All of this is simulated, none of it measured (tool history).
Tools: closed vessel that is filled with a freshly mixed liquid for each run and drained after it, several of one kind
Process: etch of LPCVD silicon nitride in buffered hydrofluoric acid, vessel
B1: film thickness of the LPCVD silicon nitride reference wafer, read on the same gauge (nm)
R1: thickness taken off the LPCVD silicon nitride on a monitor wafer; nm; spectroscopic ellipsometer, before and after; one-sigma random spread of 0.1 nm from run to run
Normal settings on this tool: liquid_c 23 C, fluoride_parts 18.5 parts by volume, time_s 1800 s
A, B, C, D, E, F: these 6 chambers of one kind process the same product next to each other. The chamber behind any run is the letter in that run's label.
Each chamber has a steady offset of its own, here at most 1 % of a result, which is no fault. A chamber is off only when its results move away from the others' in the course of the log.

Run 1D, hour 6.6: usual settings; B1 149.95. Result: R1 13.397 nm.
Run 2B, hour 12.5: usual settings; B1 150.02. Result: R1 13.41 nm.
Run 3F, hour 17.8: usual settings; B1 150. Result: R1 13.687 nm.
Run 4A, hour 22.7: usual settings; B1 150.03. Result: R1 13.393 nm.
Run 5C, hour 30.6: usual settings; B1 149.98. Result: R1 13.364 nm.
Run 6E, hour 35.8: usual settings; B1 149.99. Result: R1 13.498 nm.
Run 7A, hour 41.3: usual settings; B1 149.99. Result: R1 13.582 nm.
Run 8D, hour 46.3: usual settings; B1 149.98. Result: R1 13.387 nm.
Run 9B, hour 54.8: usual settings; B1 149.98. Result: R1 13.331 nm.
Run 10F, hour 60.4: usual settings; B1 149.98. Result: R1 13.571 nm.
Run 11C, hour 66.1: usual settings; B1 149.98. Result: R1 13.222 nm.
Run 12E, hour 75.2: usual settings; B1 149.99. Result: R1 13.22 nm.
Run 13A, hour 82.4: usual settings; B1 149.98. Result: R1 13.47 nm.
Run 14D, hour 89.6: usual settings; B1 150.02. Result: R1 13.377 nm.
Run 15B, hour 94.6: usual settings; B1 150. Result: R1 13.465 nm.
Run 16C, hour 99.1: usual settings; B1 150.01. Result: R1 13.364 nm.
Run 17E, hour 107.1: usual settings; B1 150.02. Result: R1 13.286 nm.
Run 18F, hour 116.2: usual settings but liquid_c 20 C, time_s 2275 s; B1 150. Result: R1 14.631 nm.
Run 19C, hour 120.4: usual settings but liquid_c 20 C, time_s 2275 s; B1 150.01. Result: R1 14.342 nm.
Run 20A, hour 128.6: usual settings but liquid_c 20 C, time_s 2275 s; B1 149.99. Result: R1 14.421 nm.
Run 21B, hour 132.7: usual settings but liquid_c 20 C, time_s 2275 s; B1 149.99. Result: R1 14.39 nm.
Run 22D, hour 140.9: usual settings but liquid_c 20 C, time_s 2275 s; B1 150.02. Result: R1 14.164 nm.
Run 23E, hour 147.9: usual settings but liquid_c 20 C, time_s 2275 s; B1 149.98. Result: R1 14.144 nm.
Run 24F, hour 156.2: usual settings; B1 150. Result: R1 13.541 nm.
Run 25B, hour 163.4: usual settings; B1 149.98. Result: R1 13.422 nm.
Run 26F, hour 171.1: usual settings; B1 150. Result: R1 13.621 nm.
At hour 174.3: chamber B: hydrofluoric acid flow meter replaced.
Run 27C, hour 175.5: usual settings; B1 150. Result: R1 13.362 nm.
Run 28D, hour 183.5: usual settings but liquid_c 18 C, fluoride_parts 15 parts by volume; B1 150.02. Result: R1 12.266 nm.
Run 29E, hour 192.2: usual settings but liquid_c 18 C, fluoride_parts 15 parts by volume; B1 150. Result: R1 12.105 nm.
Run 30A, hour 201.2: usual settings but liquid_c 18 C, fluoride_parts 15 parts by volume; B1 150.01. Result: R1 12.674 nm.
Run 31C, hour 207.5: usual settings but liquid_c 18 C, fluoride_parts 15 parts by volume; B1 150.02. Result: R1 12.356 nm.
Run 32B, hour 215.3: usual settings but liquid_c 18 C, fluoride_parts 15 parts by volume; B1 150.02. Result: R1 12.493 nm.
Run 33E, hour 219.6: usual settings but liquid_c 18 C, fluoride_parts 15 parts by volume; B1 150.01. Result: R1 12.254 nm.
Run 34F, hour 226: usual settings; B1 150.03. Result: R1 13.573 nm.
Run 35D, hour 231.3: usual settings; B1 149.98. Result: R1 13.276 nm.
Run 36A, hour 235.7: usual settings; B1 150.03. Result: R1 13.774 nm.
Run 37F, hour 241.5: usual settings; B1 150. Result: R1 13.629 nm.
Run 38B, hour 246.6: usual settings; B1 149.97. Result: R1 13.448 nm.
Run 39C, hour 254.1: usual settings but liquid_c 27.5 C; B1 150.02. Result: R1 17.031 nm.
Run 40A, hour 258.8: usual settings but liquid_c 27.5 C; B1 150. Result: R1 17.294 nm.
Run 41D, hour 264.5: usual settings but liquid_c 27.5 C; B1 149.97. Result: R1 17.2 nm.
Run 42E, hour 270.8: usual settings but liquid_c 27.5 C; B1 149.98. Result: R1 16.626 nm.
Run 43A, hour 278.6: usual settings but liquid_c 27.5 C; B1 150.02. Result: R1 17.276 nm.

Each of the 6 chambers runs these same settings next. Fill in every chamber's results:
Run 44A, hour 285.2: usual settings. Result: R1 ?.
Run 44B, hour 285.2: usual settings. Result: R1 ?.
Run 44C, hour 285.2: usual settings. Result: R1 ?.
Run 44D, hour 285.2: usual settings. Result: R1 ?.
Run 44E, hour 285.2: usual settings. Result: R1 ?.
Run 44F, hour 285.2: usual settings. Result: R1 ?.

run      R1
44A  13.634
44B  13.518
44C   13.26
44D  13.182
44E  12.951
44F  13.667
